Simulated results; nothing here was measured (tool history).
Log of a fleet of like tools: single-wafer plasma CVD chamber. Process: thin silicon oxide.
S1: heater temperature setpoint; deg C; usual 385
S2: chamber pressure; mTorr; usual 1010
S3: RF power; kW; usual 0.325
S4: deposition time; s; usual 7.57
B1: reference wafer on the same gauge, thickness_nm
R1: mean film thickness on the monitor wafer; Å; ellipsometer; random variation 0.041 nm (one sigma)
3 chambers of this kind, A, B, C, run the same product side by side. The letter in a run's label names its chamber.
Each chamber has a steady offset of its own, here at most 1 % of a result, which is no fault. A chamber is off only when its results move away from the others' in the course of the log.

run 1B hour=5.3 | S1=385 S2=1010 S3=0.325 S4=7.57 | B1=18.808 | R1=178.12
run 2C hour=7.7 | S1=385 S2=1010 S3=0.325 S4=7.57 | B1=18.801 | R1=176.71
run 3A hour=10.8 | S1=385 S2=1010 S3=0.325 S4=7.57 | B1=18.796 | R1=173.73
run 4A hour=16 | S1=385 S2=1010 S3=0.325 S4=7.57 | B1=18.798 | R1=174.21
run 5B hour=21.1 | S1=385 S2=1010 S3=0.325 S4=7.57 | B1=18.796 | R1=177.45
run 6C hour=24 | S1=385 S2=1010 S3=0.325 S4=7.57 | B1=18.81 | R1=177.19
run 7C hour=26.5 | S1=385 S2=1010 S3=0.325 S4=7.57 | B1=18.804 | R1=175.93
run 8B hour=28.9 | S1=385 S2=1010 S3=0.325 S4=7.57 | B1=18.8 | R1=177.53
run 9A hour=33.5 | S1=385 S2=1010 S3=0.325 S4=7.57 | B1=18.802 | R1=173.93
run 10B hour=38.7 | S1=385 S2=1010 S3=0.325 S4=7.57 | B1=18.802 | R1=177.41
run 11A hour=42.6 | S1=385 S2=1010 S3=0.325 S4=7.57 | B1=18.8 | R1=173.21
run 12C hour=45 | S1=385 S2=1010 S3=0.325 S4=7.57 | B1=18.8 | R1=176.38
run 13A hour=49.5 | S1=385 S2=1010 S3=0.325 S4=7.57 | B1=18.79 | R1=174.44
run 14C hour=54 | S1=385 S2=1010 S3=0.325 S4=7.57 | B1=18.796 | R1=176.54
-- hour=54.6 chamber C: capacitance manometer re-zeroed and calibrated
run 15B hour=57.9 | S1=385 S2=1010 S3=0.325 S4=7.57 | B1=18.807 | R1=177.64
run 16C hour=60.6 | S1=385 S2=1010 S3=0.325 S4=7.57 | B1=18.783 | R1=173.03
run 17B hour=64.5 | S1=385 S2=1010 S3=0.325 S4=7.57 | B1=18.8 | R1=176.69
run 18A hour=69.3 | S1=385 S2=1010 S3=0.325 S4=7.57 | B1=18.782 | R1=174.12
run 19C hour=73.7 | S1=385 S2=1010 S3=0.325 S4=7.57 | B1=18.793 | R1=171.7
run 20B hour=76.8 | S1=385 S2=1010 S3=0.325 S4=7.57 | B1=18.802 | R1=177.28
run 21A hour=79.3 | S1=385 S2=1010 S3=0.325 S4=7.57 | B1=18.806 | R1=173.95
run 22B hour=83.2 | S1=373 S2=1010 S3=0.325 S4=7.57 | B1=18.812 | R1=179.35
run 23A hour=85.6 | S1=373 S2=1010 S3=0.325 S4=7.57 | B1=18.795 | R1=174.74
run 24C hour=89.6 | S1=373 S2=1010 S3=0.325 S4=7.57 | B1=18.804 | R1=173.94
run 25C hour=93.5 | S1=385 S2=1010 S3=0.325 S4=7.57 | B1=18.809 | R1=173.2
run 26B hour=96.5 | S1=385 S2=1010 S3=0.325 S4=7.57 | B1=18.791 | R1=178.07
run 27A hour=101.2 | S1=385 S2=1010 S3=0.325 S4=7.57 | B1=18.786 | R1=174.14
run 28C hour=104.1 | S1=385 S2=1010 S3=0.325 S4=7.57 | B1=18.797 | R1=172.73
run 29A hour=109.3 | S1=385 S2=1010 S3=0.385 S4=7.57 | B1=18.795 | R1=185.17

What goes on in this fleet: one chamber off, a drifting gauge, or nothing beyond the chambers' own small offsets? Name the chamber and the cause, if any.

A service left chamber C off against the others.
Cause: true pressure below the setpoint (%) = 3.44.

Here are 4 candidates for chamber C's next run, each the usual settings with a change, their results left as question marks. Which one brings its results back in line with what the others give on the usual settings?
In line means no further than this from the other chambers' mean on the usual settings: R1 1.4 Å
run 30C-1 hour=113.1 | S1=385 S2=1000 S3=0.325 S4=7.5 | R1=?
run 30C-2 hour=113.1 | S1=385 S2=1030 S3=0.33 S4=7.72 | R1=?
run 30C-3 hour=113.1 | S1=385 S2=990 S3=0.325 S4=7.43 | R1=?
run 30C-4 hour=113.1 | S1=385 S2=1040 S3=0.325 S4=7.57 | R1=?

The other chambers' mean on the usual settings: R1 175.69 Å
run=30C-1 R1=169.1
run=30C-2 R1=178.78
run=30C-3 R1=166.14
run=30C-4 R1=175.36
30C-4 brings the chamber back in line.

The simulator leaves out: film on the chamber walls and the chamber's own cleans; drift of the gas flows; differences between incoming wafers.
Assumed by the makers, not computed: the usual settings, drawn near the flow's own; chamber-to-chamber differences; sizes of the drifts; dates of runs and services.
